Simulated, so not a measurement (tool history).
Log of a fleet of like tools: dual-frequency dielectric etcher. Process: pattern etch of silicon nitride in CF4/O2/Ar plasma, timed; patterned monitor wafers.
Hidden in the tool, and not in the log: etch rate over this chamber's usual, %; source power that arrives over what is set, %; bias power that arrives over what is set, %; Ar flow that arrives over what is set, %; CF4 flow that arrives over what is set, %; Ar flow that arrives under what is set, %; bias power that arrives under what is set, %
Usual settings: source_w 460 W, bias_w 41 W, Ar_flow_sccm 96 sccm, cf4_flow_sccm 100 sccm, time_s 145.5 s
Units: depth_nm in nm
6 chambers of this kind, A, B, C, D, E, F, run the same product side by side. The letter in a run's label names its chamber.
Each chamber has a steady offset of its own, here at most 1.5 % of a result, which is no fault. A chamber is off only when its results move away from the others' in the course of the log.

| run | hour | source_w | bias_w | Ar_flow_sccm | cf4_flow_sccm | time_s | hours since the last wet clean | hours since the last source power generator calibration | hours since the last bias power generator calibration | hours since the last Ar flow controller change | hours since the last CF4 flow controller change | read-back reference wafer on the same gauge, depth_nm | depth_nm |
|---|---|---|---|---|---|---|---|---|---|---|---|---|---|
| 1F | 4.8 | 460 | 41 | 96 | 100 | 145.5 | 85.7 | 2926.8 | 1250.0 | 3434.2 | 393.0 | 238.00 | 238.64 |
| 2B | 8.8 | 460 | 41 | 96 | 100 | 145.5 | 176.1 | 2809.6 | 2595.3 | 2918.4 | 911.5 | 237.91 | 239.85 |
| 3C | 14.1 | 460 | 41 | 96 | 100 | 145.5 | 233.5 | 126.6 | 1630.5 | 159.8 | 590.2 | 237.94 | 241.35 |
| 4E | 17.2 | 460 | 41 | 96 | 100 | 145.5 | 292.5 | 1345.7 | 375.2 | 811.0 | 3919.4 | 237.81 | 240.68 |
| 5D | 19.9 | 460 | 41 | 96 | 100 | 145.5 | 316.0 | 88.9 | 929.2 | 1578.0 | 3388.2 | 237.84 | 242.32 |
| 6A | 23.0 | 460 | 41 | 96 | 100 | 145.5 | 141.6 | 3595.8 | 56.5 | 273.4 | 3827.0 | 237.80 | 240.10 |
| 7A | 27.6 | 460 | 41 | 96 | 100 | 145.5 | 146.2 | 3600.4 | 61.1 | 278.0 | 3831.6 | 237.78 | 240.48 |
| 8E | 31.1 | 460 | 33 | 96 | 81 | 145.5 | 306.4 | 1359.6 | 389.1 | 824.9 | 3933.3 | 237.87 | 216.68 |
| 9C | 33.7 | 460 | 33 | 96 | 81 | 145.5 | 253.1 | 146.2 | 1650.1 | 179.4 | 609.8 | 237.61 | 217.50 |
| 10B | 39.2 | 460 | 33 | 96 | 81 | 145.5 | 206.5 | 2840.0 | 2625.7 | 2948.8 | 941.9 | 237.59 | 215.01 |
| 11D | 43.4 | 460 | 33 | 96 | 81 | 145.5 | 339.5 | 112.4 | 952.7 | 1601.5 | 3411.7 | 237.62 | 217.38 |
| 12F | 48.8 | 460 | 33 | 96 | 81 | 145.5 | 129.7 | 2970.8 | 1294.0 | 3478.2 | 437.0 | 237.59 | 214.35 |
| 13F | 54.3 | 460 | 33 | 96 | 81 | 145.5 | 135.2 | 2976.3 | 1299.5 | 3483.7 | 442.5 | 237.56 | 214.49 |
| 14B | 59.9 | 460 | 41 | 96 | 100 | 145.5 | 227.2 | 2860.7 | 2646.4 | 2969.5 | 962.6 | 237.56 | 239.77 |
| 15A | 63.4 | 460 | 41 | 96 | 100 | 145.5 | 182.0 | 3636.2 | 96.9 | 313.8 | 3867.4 | 237.43 | 239.22 |
|  | 64.9 | chamber D: wet clean of the chamber |
| 16D | 68.2 | 460 | 41 | 96 | 100 | 145.5 | 3.4 | 137.2 | 977.5 | 1626.3 | 3436.5 | 237.42 | 242.00 |
| 17E | 73.6 | 460 | 41 | 96 | 100 | 145.5 | 348.9 | 1402.1 | 431.6 | 867.4 | 3975.8 | 237.40 | 240.32 |
| 18C | 76.7 | 460 | 41 | 96 | 100 | 145.5 | 296.1 | 189.2 | 1693.1 | 222.4 | 652.8 | 237.30 | 240.15 |
| 19B | 80.3 | 460 | 41 | 96 | 100 | 145.5 | 247.6 | 2881.1 | 2666.8 | 2989.9 | 983.0 | 237.30 | 239.35 |
| 20A | 84.8 | 460 | 41 | 96 | 100 | 145.5 | 203.4 | 3657.6 | 118.3 | 335.2 | 3888.8 | 237.35 | 239.87 |
| 21F | 87.8 | 460 | 41 | 96 | 100 | 145.5 | 168.7 | 3009.8 | 1333.0 | 3517.2 | 476.0 | 237.31 | 238.10 |
| 22E | 90.9 | 460 | 35 | 96 | 100 | 145.5 | 366.2 | 1419.4 | 448.9 | 884.7 | 3993.1 | 237.15 | 227.61 |
| 23D | 96.0 | 460 | 35 | 96 | 100 | 145.5 | 31.2 | 165.0 | 1005.3 | 1654.1 | 3464.3 | 237.22 | 229.09 |
| 24C | 100.1 | 460 | 35 | 96 | 100 | 145.5 | 319.5 | 212.6 | 1716.5 | 245.8 | 676.2 | 237.21 | 227.61 |
| 25F | 105.7 | 460 | 35 | 96 | 100 | 145.5 | 186.6 | 3027.7 | 1350.9 | 3535.1 | 493.9 | 237.17 | 225.03 |
| 26B | 108.3 | 460 | 35 | 96 | 100 | 145.5 | 275.6 | 2909.1 | 2694.8 | 3017.9 | 1011.0 | 237.00 | 225.50 |
| 27C | 113.3 | 460 | 35 | 96 | 100 | 145.5 | 332.7 | 225.8 | 1729.7 | 259.0 | 689.4 | 237.00 | 228.18 |
| 28E | 116.8 | 460 | 41 | 96 | 100 | 145.5 | 392.1 | 1445.3 | 474.8 | 910.6 | 4019.0 | 236.98 | 240.15 |
| 29D | 121.3 | 460 | 41 | 96 | 100 | 145.5 | 56.5 | 190.3 | 1030.6 | 1679.4 | 3489.6 | 236.95 | 242.34 |
| 30A | 124.2 | 460 | 41 | 96 | 100 | 145.5 | 242.8 | 3697.0 | 157.7 | 374.6 | 3928.2 | 236.95 | 239.48 |
| 31E | 129.1 | 460 | 41 | 96 | 100 | 145.5 | 404.4 | 1457.6 | 487.1 | 922.9 | 4031.3 | 236.89 | 240.42 |
| 32C | 133.2 | 460 | 41 | 96 | 100 | 145.5 | 352.6 | 245.7 | 1749.6 | 278.9 | 709.3 | 236.90 | 240.33 |
| 33B | 138.0 | 460 | 41 | 96 | 100 | 145.5 | 305.3 | 2938.8 | 2724.5 | 3047.6 | 1040.7 | 236.81 | 238.95 |
| 34F | 142.8 | 460 | 41 | 96 | 100 | 145.5 | 223.7 | 3064.8 | 1388.0 | 3572.2 | 531.0 | 236.83 | 237.30 |
| 35A | 148.7 | 460 | 41 | 107 | 77 | 145.5 | 267.3 | 3721.5 | 182.2 | 399.1 | 3952.7 | 236.78 | 227.36 |
| 36D | 152.7 | 460 | 41 | 107 | 77 | 145.5 | 87.9 | 221.7 | 1062.0 | 1710.8 | 3521.0 | 236.79 | 229.24 |

What goes on in this fleet: one chamber off, a drifting gauge, or nothing beyond the chambers' own small offsets? Name the chamber and the cause, if any.

The gauge drifts, so all chambers seem to drift together. No chamber is off.
Cause: gauge reads low (%) = 0.556.
